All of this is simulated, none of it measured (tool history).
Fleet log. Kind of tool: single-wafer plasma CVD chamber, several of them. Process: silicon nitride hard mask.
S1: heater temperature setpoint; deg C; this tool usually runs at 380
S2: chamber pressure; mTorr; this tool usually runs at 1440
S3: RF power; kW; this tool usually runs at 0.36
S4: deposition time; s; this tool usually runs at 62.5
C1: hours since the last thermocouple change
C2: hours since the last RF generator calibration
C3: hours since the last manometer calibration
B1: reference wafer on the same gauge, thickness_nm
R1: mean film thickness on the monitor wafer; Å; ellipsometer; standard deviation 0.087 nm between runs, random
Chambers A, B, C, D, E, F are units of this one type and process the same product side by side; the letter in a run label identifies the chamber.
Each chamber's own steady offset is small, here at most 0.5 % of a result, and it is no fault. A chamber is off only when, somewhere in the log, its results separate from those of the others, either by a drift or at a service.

run   hour   S1    S2    S3    S4      C1      C2      C3      B1      R1
 1C    3.8  380  1440  0.36  62.5  2775.2   705.7   760.5  76.591  788.65
 2F    7.2  380  1440  0.36  62.5    12.4   516.4  1613.2  76.572  792.06
 3E   10.5  380  1440  0.36  62.5   509.8   118.7  1231.9  76.593  793.09
      12.1  -- chamber D: capacitance manometer re-zeroed and calibrated
 4A   13.4  380  1440  0.36  62.5   513.6     405  1769.3   76.56  791.07
 5B   19.2  380  1440  0.36  62.5  1888.3   805.8     333  76.556  789.73
        21  -- chamber F: capacitance manometer re-zeroed and calibrated
 6D   24.1  380  1440  0.36  62.5   708.4  1247.2      12  76.558  788.21
 7A   30.5  380  1440  0.36  62.5   530.7   422.1  1786.4  76.545  792.09
 8E   33.9  373  1440  0.36  62.5   533.2   142.1  1255.3  76.549  793.45
 9F   38.3  373  1440  0.36  62.5    43.5   547.5    17.4  76.535  790.84
10C   43.7  373  1440  0.36  62.5  2815.1   745.6   800.4  76.511  791.27
11D   49.9  373  1440  0.36  62.5   734.2    1273    37.8  76.492   792.2
12B   54.4  373  1440  0.36  62.5  1923.5     841   368.2  76.501  791.78
13F   58.8  373  1440  0.36  62.5      64     568    37.9  76.462  792.91
14E   63.8  380  1440  0.36  62.5   563.1     172  1285.2  76.479  790.44
15C   70.3  380  1440  0.36  62.5  2841.7   772.2     827  76.465  787.89
16D   74.8  380  1440  0.36  62.5   759.1  1297.9    62.7  76.443  788.35
17B   80.9  380  1440  0.36  62.5    1950   867.5   394.7  76.462  787.72
18A   85.3  380  1440  0.36  62.5   585.5   476.9  1841.2  76.432  790.37
19D   88.2  380  1440  0.36  62.5   772.5  1311.3    76.1  76.419  788.61
20F   93.5  380  1440  0.36  62.5    98.7   602.7    72.6  76.428  788.78
21C   96.9  380  1440  0.36  62.5  2868.3   798.8   853.6  76.422  787.75
22B  102.1  380  1440  0.36  62.5  1971.2   888.7   415.9  76.415  788.37
23E  107.6  380  1440  0.36  62.5   606.9   215.8    1329   76.42  790.04
24A  113.5  380  1440  0.36  62.5   613.7   505.1  1869.4  76.383  790.75
25B  119.2  380  1440  0.36  62.5  1988.3   905.8     433   76.37  788.46
26F  122.7  380  1440  0.36  62.5   127.9   631.9   101.8  76.363  786.99
27D  126.5  380  1440  0.36  62.5   810.8  1349.6   114.4  76.353  785.97
28C  132.1  380  1440  0.36  62.5  2903.5     834   888.8   76.33  787.93
29A  135.6  380  1440  0.36  62.5   635.8   527.2  1891.5  76.354  790.11
30E  139.7  380  1440  0.36  62.5     639   247.9  1361.1   76.36  790.14
31D  143.5  380  1440  0.36  62.5   827.8  1366.6   131.4  76.339  787.05
32A  147.4  380  1440  0.36  62.5   647.6     539  1903.3  76.346  789.24
33C  150.8  380  1440  0.36  62.5  2922.2   852.7   907.5  76.352  787.51
34B  154.2  380  1440  0.36  62.5  2023.3   940.8     468  76.325  787.06
35F  160.6  380  1440  0.36  62.5   165.8   669.8   139.7  76.306   787.7
36E  163.7  380  1440  0.31  62.5     663   271.9  1385.1  76.298  717.96
37C  167.3  380  1440  0.31  62.5  2938.7   869.2     924  76.292  715.97
38A  172.3  380  1440  0.31  62.5   672.5   563.9  1928.2  76.291  718.88
39F  177.3  380  1440  0.31  62.5   182.5   686.5   156.4  76.284  715.42
40E  180.5  380  1440  0.31  62.5   679.8   288.7  1401.9  76.268   718.4
41B  184.5  380  1440  0.31  62.5  2053.6   971.1   498.3  76.276  716.35

The same settings go to every chamber for the next run, one line per chamber below. Forecast the results for each:
42A  189.2  370  1440  0.36  62.5                   ?
42B  189.2  370  1440  0.36  62.5                   ?
42C  189.2  370  1440  0.36  62.5                   ?
42D  189.2  370  1440  0.36  62.5                   ?
42E  189.2  370  1440  0.36  62.5                   ?
42F  189.2  370  1440  0.36  62.5                   ?

run      R1
42A  792.03
42B  791.14
42C  790.91
42D  790.12
42E  792.02
42F  791.22
